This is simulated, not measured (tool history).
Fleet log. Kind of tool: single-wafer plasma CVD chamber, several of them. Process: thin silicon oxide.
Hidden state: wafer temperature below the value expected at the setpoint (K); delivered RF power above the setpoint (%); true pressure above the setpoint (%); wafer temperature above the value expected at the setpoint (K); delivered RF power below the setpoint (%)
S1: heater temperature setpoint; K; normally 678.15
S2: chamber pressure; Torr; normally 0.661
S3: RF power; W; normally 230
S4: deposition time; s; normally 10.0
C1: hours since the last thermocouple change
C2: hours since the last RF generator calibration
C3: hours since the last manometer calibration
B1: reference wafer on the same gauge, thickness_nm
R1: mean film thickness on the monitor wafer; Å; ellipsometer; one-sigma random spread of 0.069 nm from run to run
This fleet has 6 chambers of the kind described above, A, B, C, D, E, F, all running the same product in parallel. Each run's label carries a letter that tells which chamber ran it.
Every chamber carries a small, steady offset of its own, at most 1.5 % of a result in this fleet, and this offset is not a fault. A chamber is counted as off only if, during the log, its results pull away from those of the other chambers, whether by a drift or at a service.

run	hour	S1	S2	S3	S4	C1	C2	C3	B1	R1
1D	14.4	678.15	0.661	230	10.0	888.9	667.1	1054.3	12.006	133.27
2A	29.6	678.15	0.661	230	10.0	1128.4	338.5	1039.8	12.001	134.81
3B	37.9	678.15	0.661	230	10.0	1225.2	1021.8	1498.8	12.005	134.22
4C	46.9	678.15	0.661	230	10.0	1257.6	409.3	847.4	12.003	136.00
# hour 55.3: chamber E: RF generator calibrated
5F	58.3	678.15	0.661	230	10.0	1668.2	2065.8	100.4	12.011	134.62
6E	70.1	678.15	0.661	210	9.2	883.4	14.8	128.9	11.997	116.34
# hour 74.6: chamber B: RF generator calibrated
7D	81.9	678.15	0.661	210	9.2	956.4	734.6	1121.8	11.990	116.72
8E	95.2	678.15	0.661	210	9.2	908.5	39.9	154.0	12.009	117.88
9B	107.6	678.15	0.661	210	9.2	1294.9	33.0	1568.5	11.983	118.18
10A	118.9	678.15	0.661	210	9.2	1217.7	427.8	1129.1	11.997	120.71
11C	128.0	678.15	0.661	210	9.2	1338.7	490.4	928.5	12.011	119.26
12F	142.2	678.15	0.661	230	10.0	1752.1	2149.7	184.3	12.007	135.24
13F	154.6	678.15	0.661	230	10.0	1764.5	2162.1	196.7	12.003	134.51
14D	164.4	678.15	0.593	260	10.0	1038.9	817.1	1204.3	11.999	125.55
# hour 165.8: chamber D: RF generator calibrated
15B	173.0	678.15	0.593	260	10.0	1360.3	98.4	1633.9	11.999	127.24
16A	185.4	678.15	0.593	260	10.0	1284.2	494.3	1195.6	11.999	128.33
17E	200.8	678.15	0.593	260	10.0	1014.1	145.5	259.6	12.002	125.53
18C	216.7	678.15	0.593	260	10.0	1427.4	579.1	1017.2	11.996	128.24
19F	226.5	678.15	0.593	260	10.0	1836.4	2234.0	268.6	12.003	126.76
20C	242.0	678.15	0.556	250	10.0	1452.7	604.4	1042.5	11.990	116.62
21E	254.3	678.15	0.556	250	10.0	1067.6	199.0	313.1	12.019	115.37
22D	264.7	678.15	0.556	250	10.0	1139.2	99.0	1304.6	11.999	114.19
23A	277.8	678.15	0.556	250	10.0	1376.6	586.7	1288.0	12.006	120.40
24B	293.3	678.15	0.556	250	10.0	1480.6	218.7	1754.2	12.007	116.15
25C	300.9	678.15	0.556	250	10.0	1511.6	663.3	1101.4	12.011	116.64
26A	317.2	678.15	0.661	230	10.0	1416.0	626.1	1327.4	12.002	140.79
27F	329.5	678.15	0.661	230	10.0	1939.4	2337.0	371.6	11.999	135.50
28B	337.1	678.15	0.661	230	10.0	1524.4	262.5	1798.0	11.990	133.25
29D	347.7	678.15	0.661	230	10.0	1222.2	182.0	1387.6	11.992	134.87
30E	358.0	678.15	0.731	230	10.0	1171.3	302.7	416.8	11.991	149.32
31B	374.2	678.15	0.731	230	10.0	1561.5	299.6	1835.1	12.005	150.10
32D	387.8	678.15	0.731	230	10.0	1262.3	222.1	1427.7	12.017	149.53
33E	395.1	678.15	0.731	230	10.0	1208.4	339.8	453.9	12.019	148.10
34A	411.2	678.15	0.731	230	10.0	1510.0	720.1	1421.4	11.989	159.30
35F	423.4	678.15	0.731	230	10.0	2033.3	2430.9	465.5	11.997	148.80
36C	437.7	678.15	0.661	230	10.0	1648.4	800.1	1238.2	12.004	135.64
37A	452.6	678.15	0.661	230	10.0	1551.4	761.5	1462.8	11.994	145.32
38E	461.7	678.15	0.661	230	10.0	1275.0	406.4	520.5	11.999	132.49

Each of the 6 chambers runs these same settings next. Fill in every chamber's results:
39A	473.4	678.15	0.661	260	10.0					?
39B	473.4	678.15	0.661	260	10.0					?
39C	473.4	678.15	0.661	260	10.0					?
39D	473.4	678.15	0.661	260	10.0					?
39E	473.4	678.15	0.661	260	10.0					?
39F	473.4	678.15	0.661	260	10.0					?

run	R1
39A	152.65
39B	143.22
39C	143.77
39D	140.50
39E	141.87
39F	143.36
